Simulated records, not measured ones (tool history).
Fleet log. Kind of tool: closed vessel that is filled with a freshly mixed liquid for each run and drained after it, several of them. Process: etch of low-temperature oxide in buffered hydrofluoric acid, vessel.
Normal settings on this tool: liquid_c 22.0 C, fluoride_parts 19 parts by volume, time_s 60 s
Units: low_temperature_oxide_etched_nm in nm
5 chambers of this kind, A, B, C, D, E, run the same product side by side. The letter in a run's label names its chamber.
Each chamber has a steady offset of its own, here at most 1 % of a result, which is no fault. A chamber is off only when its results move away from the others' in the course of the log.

run    day  liquid_c  fluoride_parts  time_s  hours since the thermometer was replaced  hours since the hydrofluoric acid flow meter was replaced  read-back film thickness of the low-temperature oxide reference wafer, read on the same gauge (nm)  low_temperature_oxide_etched_nm
 1A  0.150      22.0              19      60                                     383.5                                                      228.0                                                                                              49.967                          111.560
 2E  0.358      22.0              19      60                                    2704.1                                                     1613.9                                                                                              49.976                          112.400
 3B  0.575      22.0              19      60                                     201.2                                                      253.2                                                                                              49.999                          113.910
 4C  0.833      22.0              19      60                                    1141.2                                                      281.6                                                                                              49.993                          111.950
 5D  1.154      22.0              19      60                                     181.8                                                      832.4                                                                                              50.040                          111.530
 6B  1.438      22.0              19      60                                     221.9                                                      273.9                                                                                              50.010                          112.400
 7C  1.642      22.0              19      60                                    1160.6                                                      301.0                                                                                              50.015                          112.660
 8E  1.954      22.0              19      60                                    2742.4                                                     1652.2                                                                                              49.994                          112.390
 9A  2.104      22.0              19      60                                     430.4                                                      274.9                                                                                              50.041                          114.000
10D  2.408      22.0              19      60                                     211.9                                                      862.5                                                                                              49.974                          112.830
11E  2.604      22.0              19      60                                    2758.0                                                     1667.8                                                                                              49.915                          112.570
12B  2.779      26.0              19      75                                     254.1                                                      306.1                                                                                              49.943                          175.810
13D  2.933      26.0              19      75                                     224.5                                                      875.1                                                                                              50.002                          175.030
14C  3.171      26.0              19      75                                    1197.3                                                      337.7                                                                                              50.037                          177.100
15A  3.317      26.0              19      75                                     459.5                                                      304.0                                                                                              50.015                          175.410
16A  3.538      26.0              19      75                                     464.8                                                      309.3                                                                                              50.020                          174.320
17B  3.792      22.0              19      60                                     278.4                                                      330.4                                                                                              49.971                          111.170
18C  3.979      22.0              19      60                                    1216.7                                                      357.1                                                                                              50.025                          113.520
19D  4.262      22.0              19      90                                     256.4                                                      907.0                                                                                              49.980                          168.890
20E  4.529      22.0              19      90                                    2804.2                                                     1714.0                                                                                              50.019                          169.120
21D  4.775      22.0              19      90                                     268.7                                                      919.3                                                                                              50.002                          165.600
22B  5.067      22.0              19      90                                     309.0                                                      361.0                                                                                              50.006                          170.020
23E  5.371      22.0              19      90                                    2824.4                                                     1734.2                                                                                              50.003                          169.940
24C  5.517      22.0              19      60                                    1253.6                                                      394.0                                                                                              49.970                          114.320
25A  5.700      22.0              19      60                                     516.7                                                      361.2                                                                                              49.996                          112.970
     5.929  -- chamber E: thermometer replaced
26D  6.025      22.0              19      60                                     298.7                                                      949.3                                                                                              49.999                          109.500
27B  6.308      22.0              19      60                                     338.8                                                      390.8                                                                                              49.979                          113.130
28C  6.542      22.0              19      60                                    1278.2                                                      418.6                                                                                              50.002                          113.740
     6.683  -- chamber B: hydrofluoric acid flow meter replaced
29E  6.742      18.0              16      60                                      19.6                                                     1767.1                                                                                              49.992                          105.170
30A  7.008      18.0              16      60                                     548.1                                                      392.6                                                                                              49.956                          106.650
31E  7.188      18.0              16      60                                      30.3                                                     1777.8                                                                                              50.022                          107.130
32A  7.400      18.0              16      60                                     557.5                                                      402.0                                                                                              49.983                          103.670
33B  7.704      18.0              16      60                                     372.3                                                       24.6                                                                                              49.934                          107.210
34C  7.942      22.0              19      60                                    1311.8                                                      452.2                                                                                              50.039                          112.010
35D  8.188      22.0              19      60                                     350.6                                                     1001.2                                                                                              50.032                          111.600
36B  8.379      17.5              19      40                                     388.5                                                       40.8                                                                                              49.981                           58.513
37A  8.633      17.5              19      40                                     587.1                                                      431.6                                                                                              50.024                           57.257
38D  8.900      17.5              19      40                                     367.7                                                     1018.3                                                                                              49.989                           57.170

The same settings go to every chamber for the next run, one line per chamber below. Forecast the results for each:
39A  9.138      25.5              19      60                                                                                                                                                                                                                                         ?
39B  9.138      25.5              19      60                                                                                                                                                                                                                                         ?
39C  9.138      25.5              19      60                                                                                                                                                                                                                                         ?
39D  9.138      25.5              19      60                                                                                                                                                                                                                                         ?
39E  9.138      25.5              19      60                                                                                                                                                                                                                                         ?

run  low_temperature_oxide_etched_nm
39A                          136.110
39B                          135.590
39C                          136.220
39D                          135.710
39E                          139.240
